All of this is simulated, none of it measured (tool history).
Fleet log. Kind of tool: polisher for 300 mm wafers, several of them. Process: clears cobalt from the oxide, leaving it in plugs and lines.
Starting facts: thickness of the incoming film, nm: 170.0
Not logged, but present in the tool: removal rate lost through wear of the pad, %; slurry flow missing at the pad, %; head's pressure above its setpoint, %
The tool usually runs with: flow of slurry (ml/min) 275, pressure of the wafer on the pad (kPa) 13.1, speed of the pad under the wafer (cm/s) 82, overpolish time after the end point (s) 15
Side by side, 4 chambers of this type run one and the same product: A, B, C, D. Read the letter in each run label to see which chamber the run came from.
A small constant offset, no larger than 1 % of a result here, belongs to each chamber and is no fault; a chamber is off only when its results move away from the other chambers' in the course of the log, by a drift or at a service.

| run | day | flow of slurry (ml/min) | pressure of the wafer on the pad (kPa) | speed of the pad under the wafer (cm/s) | overpolish time after the end point (s) | wafers polished on this pad | hours since the slurry nozzle was cleaned | hours since the head pressure was calibrated | time until the end point was called (s) | dishing of a wide line in a test structure (angstrom) |
|---|---|---|---|---|---|---|---|---|---|---|
| 1B | 0.171 | 275 | 13.1 | 82 | 15 | 317 | 165.5 | 141.8 | 50.894 | 337.63 |
| 2D | 0.304 | 275 | 13.1 | 82 | 15 | 714 | 199.1 | 126.5 | 50.619 | 332.68 |
|  | 0.367 | chamber D: worn pad replaced by a new one |
| 3A | 0.433 | 275 | 13.1 | 82 | 15 | 1214 | 45.2 | 244.3 | 51.797 | 340.43 |
|  | 0.462 | chamber D: slurry nozzle cleaned |
| 4C | 0.567 | 275 | 13.1 | 82 | 15 | 663 | 47.1 | 204.7 | 52.676 | 353.13 |
| 5C | 0.746 | 275 | 13.1 | 82 | 15 | 695 | 51.4 | 209 | 50.967 | 330.13 |
| 6B | 0.85 | 275 | 13.1 | 82 | 15 | 441 | 181.8 | 158.1 | 51.616 | 342.33 |
| 7A | 1.029 | 275 | 13.1 | 82 | 15 | 1323 | 59.5 | 258.6 | 51.138 | 337.3 |
|  | 1.142 | chamber A: worn pad replaced by a new one |
| 8D | 1.175 | 275 | 13.1 | 82 | 15 | 147 | 17.1 | 147.4 | 51.321 | 332.97 |
|  | 1.179 | chamber C: worn pad replaced by a new one |
| 9B | 1.271 | 275 | 13.1 | 82 | 15 | 517 | 191.9 | 168.2 | 51.188 | 328.1 |
| 10A | 1.396 | 275 | 13.1 | 82 | 15 | 46 | 68.3 | 267.4 | 52.164 | 332.42 |
| 11C | 1.517 | 275 | 13.1 | 82 | 15 | 61 | 69.9 | 227.5 | 51.52 | 334.22 |
| 12D | 1.708 | 275 | 13.1 | 82 | 15 | 244 | 29.9 | 160.2 | 52.229 | 325.18 |
| 13D | 1.858 | 275 | 13.1 | 82 | 15 | 271 | 33.5 | 163.8 | 50.493 | 327.82 |
| 14A | 2.025 | 275 | 13.1 | 82 | 15 | 160 | 83.4 | 282.5 | 51.982 | 338.1 |
| 15B | 2.175 | 275 | 13.1 | 96 | 11 | 681 | 213.6 | 189.9 | 42.844 | 312.51 |
| 16C | 2.267 | 275 | 13.1 | 96 | 11 | 197 | 87.9 | 245.5 | 44.26 | 305.38 |
| 17D | 2.412 | 275 | 13.1 | 96 | 11 | 372 | 46.8 | 177.1 | 43.361 | 305.42 |
| 18B | 2.546 | 275 | 13.1 | 96 | 11 | 749 | 222.5 | 198.8 | 43.52 | 298.99 |
| 19A | 2.683 | 275 | 13.1 | 82 | 15 | 280 | 99.2 | 298.3 | 50.456 | 330.53 |
| 20C | 2.796 | 275 | 13.1 | 82 | 15 | 293 | 100.6 | 258.2 | 50.927 | 319.47 |
| 21C | 2.983 | 330 | 13.1 | 82 | 15 | 328 | 105.1 | 262.7 | 51.052 | 329.52 |
| 22D | 3.154 | 330 | 13.1 | 82 | 15 | 506 | 64.6 | 194.9 | 50.267 | 339.13 |
|  | 3.242 | chamber B: worn pad replaced by a new one |
| 23A | 3.308 | 330 | 13.1 | 82 | 15 | 393 | 114.2 | 313.3 | 51.783 | 343.58 |
| 24B | 3.496 | 330 | 13.1 | 82 | 15 | 46 | 245.3 | 221.6 | 50.805 | 331.89 |
| 25A | 3.617 | 275 | 13.1 | 82 | 10 | 449 | 121.6 | 320.7 | 51.617 | 260.18 |
| 26D | 3.729 | 275 | 13.1 | 82 | 10 | 611 | 78.4 | 208.7 | 51.358 | 244.38 |
|  | 3.738 | chamber A: head pressure recalibrated |
|  | 3.833 | chamber D: worn pad replaced by a new one |
| 27B | 3.838 | 275 | 13.1 | 82 | 10 | 108 | 253.5 | 229.8 | 51.674 | 263.01 |
| 28C | 3.983 | 275 | 13.1 | 82 | 10 | 509 | 129.1 | 286.7 | 50.855 | 246.2 |
| 29D | 4.133 | 275 | 13.1 | 82 | 15 | 54 | 88.1 | 218.4 | 51.913 | 337.11 |
| 30A | 4.229 | 275 | 13.1 | 82 | 15 | 560 | 136.3 | 11.9 | 50.296 | 341.56 |
| 31C | 4.346 | 275 | 13.1 | 82 | 15 | 575 | 137.8 | 295.4 | 52.965 | 347.81 |
| 32B | 4.5 | 275 | 13.1 | 82 | 15 | 228 | 269.4 | 245.7 | 51.6 | 326.3 |
| 33D | 4.671 | 275 | 13.1 | 82 | 15 | 152 | 101 | 231.3 | 51.963 | 325.39 |
| 34A | 4.8 | 275 | 13.1 | 82 | 15 | 664 | 150 | 25.6 | 52.357 | 334.66 |
| 35C | 4.992 | 275 | 13.1 | 82 | 15 | 692 | 153.3 | 310.9 | 50.896 | 329.15 |

Decide between three cases: one chamber stands off from its peers, the gauge reading all wafers drifts, or nothing is wrong past each chamber's small offset. Where a chamber is off, say which and what most likely put it there.

All chambers stay in line apart from their small fixed offsets, and the gauge does not drift.

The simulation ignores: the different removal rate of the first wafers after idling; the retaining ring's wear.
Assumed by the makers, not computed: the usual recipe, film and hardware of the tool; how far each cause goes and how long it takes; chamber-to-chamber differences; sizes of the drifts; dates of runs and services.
